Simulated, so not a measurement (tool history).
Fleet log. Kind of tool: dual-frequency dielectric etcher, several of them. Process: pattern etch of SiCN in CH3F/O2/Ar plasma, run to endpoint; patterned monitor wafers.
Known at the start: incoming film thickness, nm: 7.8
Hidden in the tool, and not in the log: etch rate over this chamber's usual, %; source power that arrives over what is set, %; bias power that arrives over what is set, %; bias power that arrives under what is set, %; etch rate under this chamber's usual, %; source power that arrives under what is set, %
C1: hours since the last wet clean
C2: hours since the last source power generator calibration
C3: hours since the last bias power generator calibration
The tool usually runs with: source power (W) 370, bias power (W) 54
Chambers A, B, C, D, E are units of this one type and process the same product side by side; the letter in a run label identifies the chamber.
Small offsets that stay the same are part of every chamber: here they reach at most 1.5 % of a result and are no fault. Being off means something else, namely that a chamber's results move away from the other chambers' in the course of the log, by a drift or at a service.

run 1A day=0.296 | source_power_(W)=370 bias_power_(W)=54 | C1=184.6 C2=375.9 C3=443.2 | endpoint_time_(s)=23.785
-- day=0.408 chamber B: wet clean of the chamber
run 2E day=0.825 | source_power_(W)=370 bias_power_(W)=54 | C1=238.7 C2=339.9 C3=1857.1 | endpoint_time_(s)=23.589
run 3D day=1.158 | source_power_(W)=370 bias_power_(W)=54 | C1=34 C2=975.3 C3=646.4 | endpoint_time_(s)=23.62
run 4B day=1.417 | source_power_(W)=370 bias_power_(W)=54 | C1=24.3 C2=858.6 C3=1001 | endpoint_time_(s)=23.495
run 5C day=1.942 | source_power_(W)=370 bias_power_(W)=54 | C1=522.4 C2=3885.3 C3=1360 | endpoint_time_(s)=23.114
run 6A day=2.333 | source_power_(W)=370 bias_power_(W)=54 | C1=233.5 C2=424.8 C3=492.1 | endpoint_time_(s)=23.784
run 7C day=2.638 | source_power_(W)=370 bias_power_(W)=54 | C1=539.1 C2=3902 C3=1376.7 | endpoint_time_(s)=23.392
run 8E day=3.058 | source_power_(W)=330 bias_power_(W)=68 | C1=292.3 C2=393.5 C3=1910.7 | endpoint_time_(s)=22.79
run 9B day=3.396 | source_power_(W)=330 bias_power_(W)=68 | C1=71.8 C2=906.1 C3=1048.5 | endpoint_time_(s)=22.768
run 10D day=3.85 | source_power_(W)=330 bias_power_(W)=68 | C1=98.6 C2=1039.9 C3=711 | endpoint_time_(s)=22.841
run 11A day=4.117 | source_power_(W)=330 bias_power_(W)=68 | C1=276.3 C2=467.6 C3=534.9 | endpoint_time_(s)=22.973
run 12E day=4.592 | source_power_(W)=330 bias_power_(W)=68 | C1=329.1 C2=430.3 C3=1947.5 | endpoint_time_(s)=22.713
run 13C day=4.867 | source_power_(W)=370 bias_power_(W)=54 | C1=592.6 C2=3955.5 C3=1430.2 | endpoint_time_(s)=23.171
run 14B day=5.171 | source_power_(W)=370 bias_power_(W)=54 | C1=114.4 C2=948.7 C3=1091.1 | endpoint_time_(s)=23.5
-- day=5.192 chamber C: wet clean of the chamber
run 15D day=5.504 | source_power_(W)=330 bias_power_(W)=67 | C1=138.3 C2=1079.6 C3=750.7 | endpoint_time_(s)=23.031
run 16C day=6.033 | source_power_(W)=330 bias_power_(W)=67 | C1=20.2 C2=3983.5 C3=1458.2 | endpoint_time_(s)=23.443
run 17D day=6.517 | source_power_(W)=330 bias_power_(W)=67 | C1=162.6 C2=1103.9 C3=775 | endpoint_time_(s)=22.856
-- day=6.55 chamber E: wet clean of the chamber
run 18B day=6.858 | source_power_(W)=330 bias_power_(W)=67 | C1=154.9 C2=989.2 C3=1131.6 | endpoint_time_(s)=22.766
run 19A day=7.217 | source_power_(W)=330 bias_power_(W)=67 | C1=350.7 C2=542 C3=609.3 | endpoint_time_(s)=23.012
run 20E day=7.662 | source_power_(W)=370 bias_power_(W)=54 | C1=26.7 C2=504 C3=2021.2 | endpoint_time_(s)=23.666
run 21E day=8.058 | source_power_(W)=370 bias_power_(W)=54 | C1=36.2 C2=513.5 C3=2030.7 | endpoint_time_(s)=23.71
run 22C day=8.404 | source_power_(W)=370 bias_power_(W)=54 | C1=77.1 C2=4040.4 C3=1515.1 | endpoint_time_(s)=24.082
run 23A day=8.696 | source_power_(W)=370 bias_power_(W)=54 | C1=386.2 C2=577.5 C3=644.8 | endpoint_time_(s)=23.718
run 24D day=9.225 | source_power_(W)=370 bias_power_(W)=54 | C1=227.6 C2=1168.9 C3=840 | endpoint_time_(s)=23.647
run 25B day=9.554 | source_power_(W)=370 bias_power_(W)=54 | C1=219.6 C2=1053.9 C3=1196.3 | endpoint_time_(s)=23.534
-- day=9.571 chamber A: wet clean of the chamber
run 26C day=9.788 | source_power_(W)=370 bias_power_(W)=54 | C1=110.3 C2=4073.6 C3=1548.3 | endpoint_time_(s)=24.156
run 27D day=10.162 | source_power_(W)=370 bias_power_(W)=54 | C1=250.1 C2=1191.4 C3=862.5 | endpoint_time_(s)=23.514
run 28B day=10.429 | source_power_(W)=370 bias_power_(W)=54 | C1=240.6 C2=1074.9 C3=1217.3 | endpoint_time_(s)=23.465
run 29A day=10.892 | source_power_(W)=370 bias_power_(W)=54 | C1=31.8 C2=630.2 C3=697.5 | endpoint_time_(s)=23.756
run 30E day=11.167 | source_power_(W)=370 bias_power_(W)=54 | C1=110.8 C2=588.1 C3=2105.3 | endpoint_time_(s)=23.554
run 31B day=11.596 | source_power_(W)=370 bias_power_(W)=54 | C1=268.6 C2=1102.9 C3=1245.3 | endpoint_time_(s)=23.482
run 32A day=11.842 | source_power_(W)=370 bias_power_(W)=48 | C1=54.6 C2=653 C3=720.3 | endpoint_time_(s)=24.866
run 33C day=12.125 | source_power_(W)=370 bias_power_(W)=48 | C1=166.4 C2=4129.7 C3=1604.4 | endpoint_time_(s)=25.14
run 34D day=12.621 | source_power_(W)=370 bias_power_(W)=48 | C1=309.1 C2=1250.4 C3=921.5 | endpoint_time_(s)=24.601
run 35E day=13.017 | source_power_(W)=370 bias_power_(W)=48 | C1=155.2 C2=632.5 C3=2149.7 | endpoint_time_(s)=24.624
run 36D day=13.504 | source_power_(W)=370 bias_power_(W)=48 | C1=330.3 C2=1271.6 C3=942.7 | endpoint_time_(s)=24.513
run 37B day=13.775 | source_power_(W)=370 bias_power_(W)=54 | C1=320.9 C2=1155.2 C3=1297.6 | endpoint_time_(s)=23.512
run 38A day=14.125 | source_power_(W)=370 bias_power_(W)=54 | C1=109.4 C2=707.8 C3=775.1 | endpoint_time_(s)=23.75
run 39E day=14.446 | source_power_(W)=400 bias_power_(W)=54 | C1=189.5 C2=666.8 C3=2184 | endpoint_time_(s)=22.796
run 40C day=14.738 | source_power_(W)=400 bias_power_(W)=54 | C1=229.1 C2=4192.4 C3=1667.1 | endpoint_time_(s)=23.201
run 41C day=15.242 | source_power_(W)=400 bias_power_(W)=54 | C1=241.2 C2=4204.5 C3=1679.2 | endpoint_time_(s)=23.549
run 42E day=15.492 | source_power_(W)=400 bias_power_(W)=54 | C1=214.6 C2=691.9 C3=2209.1 | endpoint_time_(s)=22.916

Next, all 5 chambers run the settings below, one line each with question marks for the results. What does each chamber give?
run 43A day=15.879 | source_power_(W)=450 bias_power_(W)=54 | endpoint_time_(s)=?
run 43B day=15.879 | source_power_(W)=450 bias_power_(W)=54 | endpoint_time_(s)=?
run 43C day=15.879 | source_power_(W)=450 bias_power_(W)=54 | endpoint_time_(s)=?
run 43D day=15.879 | source_power_(W)=450 bias_power_(W)=54 | endpoint_time_(s)=?
run 43E day=15.879 | source_power_(W)=450 bias_power_(W)=54 | endpoint_time_(s)=?

run=43A endpoint_time_(s)=21.932
run=43B endpoint_time_(s)=21.86
run=43C endpoint_time_(s)=22.273
run=43D endpoint_time_(s)=21.879
run=43E endpoint_time_(s)=22.03
